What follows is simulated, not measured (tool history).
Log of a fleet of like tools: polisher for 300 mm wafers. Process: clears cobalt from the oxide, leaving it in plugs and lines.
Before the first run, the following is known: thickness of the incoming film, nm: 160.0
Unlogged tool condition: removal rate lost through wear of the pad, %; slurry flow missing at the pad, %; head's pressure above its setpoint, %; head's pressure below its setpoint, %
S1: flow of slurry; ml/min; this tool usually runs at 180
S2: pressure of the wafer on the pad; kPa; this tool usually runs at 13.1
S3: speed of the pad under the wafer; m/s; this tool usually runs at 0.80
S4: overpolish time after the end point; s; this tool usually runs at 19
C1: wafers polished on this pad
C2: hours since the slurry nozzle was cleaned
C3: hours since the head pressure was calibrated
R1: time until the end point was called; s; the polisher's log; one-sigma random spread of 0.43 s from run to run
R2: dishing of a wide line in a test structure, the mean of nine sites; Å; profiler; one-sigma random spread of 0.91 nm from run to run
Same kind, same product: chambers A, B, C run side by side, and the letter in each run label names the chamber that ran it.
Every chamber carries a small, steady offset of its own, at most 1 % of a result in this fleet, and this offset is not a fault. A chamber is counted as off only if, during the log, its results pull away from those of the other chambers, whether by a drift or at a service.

run   hour   S1    S2    S3  S4    C1     C2     C3      R1      R2
 1A    9.2  180  13.1  0.80  19   895   57.2   18.9  40.549  389.23
 2C   15.6  180  13.1  0.80  19   614   86.7  343.2  40.774  405.16
 3B   21.0  180  13.1  0.80  19   612  293.4  599.4  40.514  409.37
 4A   30.0  180  13.1  0.80  19  1106   78.0   39.7  40.559  413.35
 5C   39.2  180  13.1  0.80  19   854  110.3  366.8  41.004  407.74
      42.0  -- chamber C: worn pad replaced by a new one
 6B   48.2  180  13.1  0.80  19   888  320.6  626.6  40.619  412.04
 7A   56.9  180  13.1  0.80  19  1379  104.9   66.6  40.117  411.28
      61.0  -- chamber A: worn pad replaced by a new one
 8B   63.0  180   9.0  0.92  19  1038  335.4  641.4  50.877  353.81
 9C   67.2  180   9.0  0.92  19   255  138.3  394.8  51.632  376.86
      69.9  -- chamber B: worn pad replaced by a new one
10B   74.4  180   9.0  0.92  19    46  346.8  652.8  50.734  373.99
11C   79.9  180  13.1  0.80  19   384  151.0  407.5  41.134  410.33
12A   87.5  180  13.1  0.80  19   269  135.5   97.2  41.189  417.61
13C   92.7  125  13.1  0.88  19   514  163.8  420.3  38.445  422.62
14B   97.8  125  13.1  0.88  19   283  370.2  676.2  39.418  410.98
15A  104.1  125  13.1  0.88  19   437  152.1  113.8  39.271  397.40
16A  112.5  180  13.1  0.80  19   523  160.5  122.2  39.919  398.21
17C  117.9  180  13.1  0.80  19   770  189.0  445.5  41.347  419.94
18B  126.4  180  13.1  0.80  19   574  398.8  704.8  40.980  402.85
19C  131.7  180  13.1  0.80  19   910  202.8  459.3  40.843  411.53
     133.7  -- chamber C: worn pad replaced by a new one
20B  140.4  180  13.1  0.80  19   716  412.8  718.8  41.586  403.49
21A  144.6  180  13.1  0.80  19   848  192.6  154.3  39.957  403.85
22B  149.8  180  13.1  0.80  19   811  422.2  728.2  42.362  384.40
23A  154.0  180  11.7  0.96  19   944  202.0  163.7  38.434  431.16
24C  158.7  180  11.7  0.96  19   254  229.8  486.3  38.206  418.74
25C  165.2  180  11.7  0.96  19   320  236.3  492.8  38.426  429.87
26A  170.2  180  13.1  0.80  19  1108  218.2  179.9  40.438  418.05
27B  178.6  180  13.1  0.80  19  1104  451.0  757.0  42.851  388.79
28C  187.2  180  13.1  0.80  19   543  258.3  514.8  40.916  398.23
     189.5  -- chamber A: worn pad replaced by a new one
29A  191.6  180  13.1  0.80  19    21  239.6  201.3  40.085  385.10
     195.0  -- chamber B: worn pad replaced by a new one
30B  196.2  180  15.2  0.80  19    12  468.6  774.6  37.561  425.85
31A  202.6  180  15.2  0.80  19   133  250.6  212.3  35.073  418.69
32C  209.4  180  15.2  0.80  19   769  280.5  537.0  35.278  435.23
33B  214.4  180  13.1  0.80  19   197  486.8  792.8  44.567  377.72
34B  223.5  180  13.1  0.80  19   289  495.9  801.9  44.549  386.49
35A  229.1  180  13.1  0.80  19   402  277.1  238.8  40.185  410.09
     231.7  -- chamber C: worn pad replaced by a new one
     234.9  -- chamber A: slurry nozzle cleaned
36C  237.8  180  13.1  0.80  19    62  308.9  565.4  41.268  411.31
37C  244.3  180  13.1  0.80  19   128  315.4  571.9  40.508  413.25
38A  248.6  180  13.1  0.80  19   600   13.8  258.3  40.296  412.87
39B  252.8  180  13.1  0.80  19   587  525.2  831.2  45.448  371.23

Which is it: a chamber that has drifted or been left off by a service, a gauge drift common to all chambers, or only each chamber's usual small offset? If a chamber is off, name it and its likeliest cause.

Chamber B drifts away from the others.
Cause: head's pressure below its setpoint, % = 12.2.

Here are 4 candidates for chamber B's next run, each the usual settings with a change, their results left as question marks. Which one brings its results back in line with what the others give on the usual settings?
Counts as in line when no further than this from what the other chambers average on the usual settings: R1 1.500 s; R2 32.00 Å
40B-1  259.4  180  14.5  0.88  19               ?   ?
40B-2  259.4  180  13.8  0.86  19               ?   ?
40B-3  259.4  180  11.7  0.74  19               ?   ?
40B-4  259.4  180  12.4  0.74  19               ?   ?

Mean of the other chambers on the usual settings: R1 40.704 s; R2 408.72 Å
  run      R1      R2
40B-1  37.679  427.61
40B-2  40.482  413.94
40B-3  55.404  350.95
40B-4  52.351  362.53
40B-2 puts the chamber back in line with the other chambers.
